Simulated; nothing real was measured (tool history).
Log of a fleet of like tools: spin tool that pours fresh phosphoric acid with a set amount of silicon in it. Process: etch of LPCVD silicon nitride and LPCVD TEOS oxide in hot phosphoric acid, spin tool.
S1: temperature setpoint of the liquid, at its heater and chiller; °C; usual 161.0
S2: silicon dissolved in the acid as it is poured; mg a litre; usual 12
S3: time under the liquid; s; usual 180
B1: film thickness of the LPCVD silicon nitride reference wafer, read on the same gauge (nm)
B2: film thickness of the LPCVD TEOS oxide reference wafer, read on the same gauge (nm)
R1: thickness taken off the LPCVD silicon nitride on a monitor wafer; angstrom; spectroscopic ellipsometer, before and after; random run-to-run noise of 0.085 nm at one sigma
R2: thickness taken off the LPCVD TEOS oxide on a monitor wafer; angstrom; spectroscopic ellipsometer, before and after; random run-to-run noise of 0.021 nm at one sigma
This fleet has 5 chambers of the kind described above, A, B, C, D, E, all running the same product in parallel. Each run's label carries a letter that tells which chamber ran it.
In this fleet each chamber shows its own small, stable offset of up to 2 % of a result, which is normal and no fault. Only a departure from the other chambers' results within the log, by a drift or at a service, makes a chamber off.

run,hour,S1,S2,S3,B1,B2,R1,R2
1E,4.6,161.0,12,180,49.993,130.01,163.750,5.4553
2A,7.4,161.0,12,180,50.002,130.00,166.600,5.7849
3D,11.1,161.0,12,180,49.997,129.99,168.330,5.2997
4B,15.3,161.0,12,180,49.983,130.00,164.790,5.3005
5C,20.3,163.5,12,180,49.996,130.00,182.800,6.4619
6C,23.6,163.5,12,180,49.992,130.01,180.090,6.9231
7E,26.2,163.5,12,180,50.015,130.00,177.560,6.6628
8A,31.0,163.5,12,180,49.991,129.99,179.940,6.6201
9D,36.8,163.5,12,180,50.015,130.01,180.790,6.7384
10B,40.1,161.0,12,180,49.979,129.99,163.850,5.3797
11A,42.8,161.0,12,180,50.014,129.96,166.020,5.4935
12E,46.3,161.0,12,180,49.989,129.98,164.390,5.6415
13D,50.5,161.0,12,180,50.006,130.00,168.220,5.4952
14B,53.3,161.0,12,180,49.993,130.01,162.290,5.1903
15C,57.8,161.0,12,180,49.998,130.01,165.290,5.7817
16B,62.9,161.0,12,180,50.007,129.97,163.490,5.4163
17C,68.4,161.0,12,180,49.989,129.97,165.970,5.7080
18D,71.1,161.0,12,180,49.988,129.97,167.360,5.3915
19E,75.6,161.0,12,180,50.000,129.98,163.070,5.4544
20A,81.3,161.0,12,180,49.997,130.01,167.530,5.3600
21D,85.1,161.0,12,180,50.001,130.01,167.820,5.5338
22E,87.8,161.0,12,180,49.995,129.99,163.090,5.5767
23A,91.2,161.0,12,180,50.006,130.01,165.970,5.4782
24C,94.5,161.0,12,180,49.984,130.00,166.820,5.4549
25B,97.4,161.0,12,180,49.970,130.00,160.020,5.0958
26E,101.4,161.0,12,180,50.000,129.97,163.980,5.4502
27C,105.1,161.0,12,180,50.014,130.01,166.480,5.8696
28B,107.8,161.0,12,180,50.000,129.99,159.310,5.0819
29D,112.5,161.0,8,110,50.019,130.02,102.360,3.6783
30A,117.2,161.0,8,110,50.007,130.03,102.540,3.8674
31B,122.3,161.0,8,110,49.994,130.01,95.819,3.2366
32A,127.5,161.0,8,110,49.994,129.96,101.670,3.8586
33D,130.2,161.0,8,110,50.008,130.02,103.310,3.9288
34E,132.9,161.0,9,240,49.965,129.98,220.780,8.2219
35C,137.9,161.0,9,240,50.021,130.01,220.030,7.8783
36A,140.9,161.0,9,240,50.017,130.00,223.260,8.1556
37C,144.9,161.0,9,240,50.009,130.01,222.210,7.8263
38B,149.3,161.0,9,240,49.985,130.01,207.130,6.6305

Is one chamber off against the others, does the gauge drift, or is nothing wrong? If a chamber is off, say which, and what the likeliest cause is.

One chamber, B, drifts off from the rest bit by bit.
Likeliest cause: temperature lost on the way to the wafer (K) = 2.04.
The log may not separate it from: liquid colder than its thermometer reads (K).

Chamber B could run next with any of the 4 candidate recipes listed below; each alters the usual settings, and their results appear as question marks. Which one brings its results back in line with what the other chambers deliver on the usual settings?
A result is in line if it is within this distance of the other chambers' mean on the usual settings: R1 3.000 angstrom; R2 0.7400 angstrom
39B-1,153.5,161.0,11,185,,,?,?
39B-2,153.5,161.5,9,190,,,?,?
39B-3,153.5,161.0,13,175,,,?,?
39B-4,153.5,160.5,15,170,,,?,?

Usual-settings mean across the other chambers: R1 166.200 angstrom; R2 5.5813 angstrom
run,R1,R2
39B-1,159.080,5.0318
39B-2,166.210,5.6115
39B-3,150.480,4.5434
39B-4,143.730,4.0497
It is 39B-2 that realigns the chamber with its peers.
